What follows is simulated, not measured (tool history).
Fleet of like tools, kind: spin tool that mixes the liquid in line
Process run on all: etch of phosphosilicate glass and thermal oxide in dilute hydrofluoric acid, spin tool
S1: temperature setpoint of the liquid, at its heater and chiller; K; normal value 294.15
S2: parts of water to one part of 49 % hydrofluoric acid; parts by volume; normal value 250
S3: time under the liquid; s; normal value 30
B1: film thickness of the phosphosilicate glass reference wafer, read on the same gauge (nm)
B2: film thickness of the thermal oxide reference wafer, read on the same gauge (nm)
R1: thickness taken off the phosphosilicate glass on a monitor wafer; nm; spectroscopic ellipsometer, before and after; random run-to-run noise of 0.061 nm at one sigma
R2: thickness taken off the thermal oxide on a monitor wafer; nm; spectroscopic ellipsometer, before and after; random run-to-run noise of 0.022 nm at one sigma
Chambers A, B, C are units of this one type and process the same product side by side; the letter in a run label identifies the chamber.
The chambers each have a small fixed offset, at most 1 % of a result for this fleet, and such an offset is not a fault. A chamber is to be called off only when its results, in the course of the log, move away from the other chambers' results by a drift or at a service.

| run | hour | S1 | S2 | S3 | B1 | B2 | R1 | R2 |
|---|---|---|---|---|---|---|---|---|
| 1A | 9.5 | 294.15 | 250 | 30 | 89.953 | 69.995 | 9.2587 | 0.44805 |
| 2C | 14.3 | 294.15 | 250 | 30 | 90.019 | 70.022 | 9.3243 | 0.4627 |
| 3B | 23.7 | 294.15 | 250 | 30 | 90.038 | 70.022 | 9.3383 | 0.48766 |
| 4A | 30 | 294.15 | 250 | 30 | 90.042 | 70.001 | 9.2728 | 0.42969 |
| 5C | 40 | 294.15 | 250 | 30 | 90.014 | 69.998 | 9.1715 | 0.44498 |
| 6B | 49.1 | 294.15 | 250 | 30 | 90.006 | 69.992 | 9.4225 | 0.46892 |
| 7A | 54.1 | 294.15 | 250 | 30 | 90.007 | 70.011 | 9.4229 | 0.43634 |
| 8C | 59.4 | 294.15 | 250 | 30 | 90.02 | 70.006 | 9.1705 | 0.4715 |
| 9B | 66.2 | 294.15 | 250 | 30 | 89.991 | 70.019 | 9.4247 | 0.45441 |
| 10B | 71.2 | 294.15 | 250 | 30 | 90.027 | 69.985 | 9.482 | 0.47889 |
| 11C | 77 | 294.15 | 250 | 50 | 90.009 | 70.006 | 15.446 | 0.76918 |
| 12A | 84.5 | 294.15 | 250 | 50 | 90.016 | 69.983 | 15.566 | 0.7771 |
| 13C | 90.9 | 294.15 | 250 | 50 | 90.015 | 69.995 | 15.621 | 0.7253 |
| 14A | 99.5 | 294.15 | 310 | 40 | 89.989 | 69.976 | 9.6011 | 0.45711 |
| 15B | 107.8 | 294.15 | 310 | 40 | 90.026 | 70 | 9.6846 | 0.4706 |
| 16A | 117.2 | 294.15 | 310 | 40 | 89.985 | 70.018 | 9.4359 | 0.44504 |
| 17B | 127 | 294.15 | 250 | 30 | 90.018 | 70.007 | 9.4095 | 0.47247 |
| 18C | 136.8 | 294.15 | 250 | 30 | 89.996 | 70.03 | 9.4632 | 0.48173 |
| 19C | 145.3 | 294.15 | 315 | 30 | 89.971 | 70.014 | 7.0788 | 0.35194 |
| 20A | 152 | 294.15 | 315 | 30 | 90.008 | 70.022 | 6.977 | 0.35481 |
| 21B | 156.7 | 294.15 | 315 | 30 | 90.013 | 69.981 | 7.0833 | 0.34293 |
| 22C | 165.8 | 290.15 | 250 | 20 | 89.999 | 69.995 | 5.4822 | 0.23987 |
| 23A | 173.2 | 290.15 | 250 | 20 | 89.976 | 69.979 | 5.2777 | 0.26574 |
| 24B | 180.5 | 290.15 | 250 | 20 | 90.013 | 70.023 | 5.3626 | 0.28037 |
| 25A | 185.1 | 294.15 | 250 | 30 | 90.006 | 69.968 | 9.2394 | 0.41435 |
| 26B | 192.9 | 294.15 | 250 | 30 | 89.961 | 69.992 | 9.5529 | 0.486 |
| 27C | 201.8 | 294.15 | 250 | 30 | 89.985 | 70.004 | 9.8109 | 0.46987 |
| 28C | 206.9 | 294.15 | 355 | 50 | 90.002 | 69.996 | 10.356 | 0.56516 |
| 29B | 215 | 294.15 | 355 | 50 | 90.01 | 70.026 | 10.086 | 0.49056 |
| 30A | 219.5 | 294.15 | 355 | 50 | 89.997 | 70.012 | 10.039 | 0.50045 |
| 31C | 228.5 | 294.15 | 250 | 30 | 90.053 | 70.004 | 9.9103 | 0.47398 |
| 32A | 233.7 | 294.15 | 250 | 30 | 89.981 | 70.015 | 9.3514 | 0.43545 |
| 33B | 242.9 | 294.15 | 250 | 30 | 89.995 | 69.994 | 9.4573 | 0.44919 |
| 34A | 252.9 | 294.15 | 250 | 30 | 89.988 | 70.019 | 9.3292 | 0.47385 |
| 35C | 262.4 | 294.15 | 250 | 30 | 89.982 | 69.977 | 9.9614 | 0.499 |
| 36B | 269.4 | 294.15 | 250 | 30 | 90.034 | 69.987 | 9.369 | 0.44132 |
| 37C | 277.9 | 294.15 | 250 | 30 | 89.998 | 69.981 | 10.061 | 0.48806 |

One chamber off, gauge drift, or nothing amiss beyond the chambers' own small offsets? If it is a chamber, which one, and what is the likeliest cause?

One chamber, C, drifts off from the rest bit by bit.
Most likely cause: hydrofluoric acid flow above the setpoint (%) = 6.77.
The log may not separate it from: liquid hotter than its thermometer reads (K).

Here are 4 candidates for chamber C's next run, each the usual settings with a change, their results left as question marks. Which one brings its results back in line with what the others give on the usual settings?
Allowed miss from the other chambers' usual-settings mean, per result, to count as in line: R1 0.21 nm; R2 0.078 nm
| 38C-1 | 285.2 | 294.15 | 265 | 30 |  |  | ? | ? |
| 38C-2 | 285.2 | 294.15 | 255 | 30 |  |  | ? | ? |
| 38C-3 | 285.2 | 294.15 | 245 | 30 |  |  | ? | ? |
| 38C-4 | 285.2 | 294.15 | 235 | 30 |  |  | ? | ? |

Other chambers, usual settings, mean: R1 9.3708 nm; R2 0.45154 nm
| run | R1 | R2 |
|---|---|---|
| 38C-1 | 9.3774 | 0.46117 |
| 38C-2 | 9.8397 | 0.4839 |
| 38C-3 | 10.342 | 0.5086 |
| 38C-4 | 10.89 | 0.53556 |
38C-1 brings the chamber back in line.
